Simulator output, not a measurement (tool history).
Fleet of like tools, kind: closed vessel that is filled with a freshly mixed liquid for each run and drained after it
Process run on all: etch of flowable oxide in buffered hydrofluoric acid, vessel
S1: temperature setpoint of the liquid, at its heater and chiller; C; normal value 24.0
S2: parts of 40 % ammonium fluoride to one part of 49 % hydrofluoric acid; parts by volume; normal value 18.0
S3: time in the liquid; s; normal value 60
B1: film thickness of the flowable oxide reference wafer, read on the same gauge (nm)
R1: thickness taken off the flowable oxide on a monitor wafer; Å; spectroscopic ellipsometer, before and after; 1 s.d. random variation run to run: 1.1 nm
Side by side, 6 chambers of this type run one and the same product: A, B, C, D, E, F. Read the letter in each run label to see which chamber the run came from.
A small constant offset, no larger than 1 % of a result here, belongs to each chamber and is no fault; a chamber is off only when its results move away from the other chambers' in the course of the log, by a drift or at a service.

run,hour,S1,S2,S3,B1,R1
1B,7.2,24.0,18.0,60,70.012,1446.7
2F,13.2,24.0,18.0,60,70.017,1443.2
3E,22.2,24.0,18.0,60,69.985,1478.4
4A,34.0,24.0,18.0,60,70.002,1433.4
5D,41.9,24.0,18.0,60,69.981,1431.7
6C,52.8,24.0,18.0,60,70.022,1452.1
7D,60.2,24.0,18.0,60,70.036,1425.7
8B,70.4,24.0,18.0,60,69.988,1438.9
9C,81.4,24.0,18.0,60,69.972,1455.1
10F,93.1,24.0,18.0,60,69.976,1459.5
11E,105.3,24.0,18.0,60,70.007,1474.6
12A,118.5,24.0,18.0,60,69.979,1426.3
13C,125.5,24.0,18.0,60,69.975,1456.2
# hour 132.1: chamber D: thermometer replaced
14E,135.1,24.0,18.0,60,70.025,1469.2
15A,146.7,24.0,18.0,60,69.987,1430.8
16D,153.2,24.0,18.0,60,70.022,1444.6
17F,162.2,24.0,18.0,60,70.021,1431.6
18B,173.6,24.0,18.0,60,69.956,1467.8
19D,183.7,24.0,18.0,60,69.965,1422.6
20A,193.4,24.0,18.0,60,70.011,1438.4
21F,201.7,24.0,18.0,60,69.975,1443.1
22C,211.5,21.0,21.5,60,69.979,1030.5
23E,217.5,21.0,21.5,60,70.012,1050.1
# hour 224.2: chamber F: thermometer replaced
24B,226.4,21.0,21.5,60,70.013,1048.7
25C,239.0,21.0,21.5,60,69.980,1061.2
26F,246.4,21.0,21.5,60,70.022,1059.5
27A,259.6,21.0,21.5,60,70.021,1052.0
28B,269.4,24.0,18.0,60,70.063,1434.4
29D,279.1,24.0,18.0,60,69.970,1414.2
30E,289.0,24.0,18.0,60,69.998,1446.7
# hour 295.9: chamber C: thermometer replaced
31A,301.4,24.0,18.0,60,70.006,1455.5
32C,308.4,24.0,18.0,60,70.026,1464.4
33F,317.4,24.0,18.0,60,69.989,1401.1
34B,328.0,24.0,18.0,60,70.000,1453.5
35D,339.0,26.5,18.0,80,70.012,2155.3
36E,352.1,26.5,18.0,80,69.985,2211.1
37F,363.3,26.5,18.0,80,69.973,2091.6
38C,376.0,26.5,18.0,80,69.959,2236.9
39D,384.8,26.5,18.0,80,69.977,2190.9
# hour 393.1: chamber B: hydrofluoric acid flow meter replaced
40E,395.1,26.5,18.0,80,70.019,2242.4
41A,408.7,24.0,18.0,60,70.010,1433.6
42B,422.3,24.0,18.0,60,69.960,1432.4
43E,435.5,24.0,18.0,60,70.019,1453.6
44C,444.2,24.0,18.0,60,70.009,1443.7

Next, every chamber runs the same settings. What will each give?
45A,454.1,24.0,18.0,60,,?
45B,454.1,24.0,18.0,60,,?
45C,454.1,24.0,18.0,60,,?
45D,454.1,24.0,18.0,60,,?
45E,454.1,24.0,18.0,60,,?
45F,454.1,24.0,18.0,60,,?

run,R1
45A,1426.7
45B,1443.6
45C,1436.8
45D,1443.8
45E,1436.4
45F,1328.4
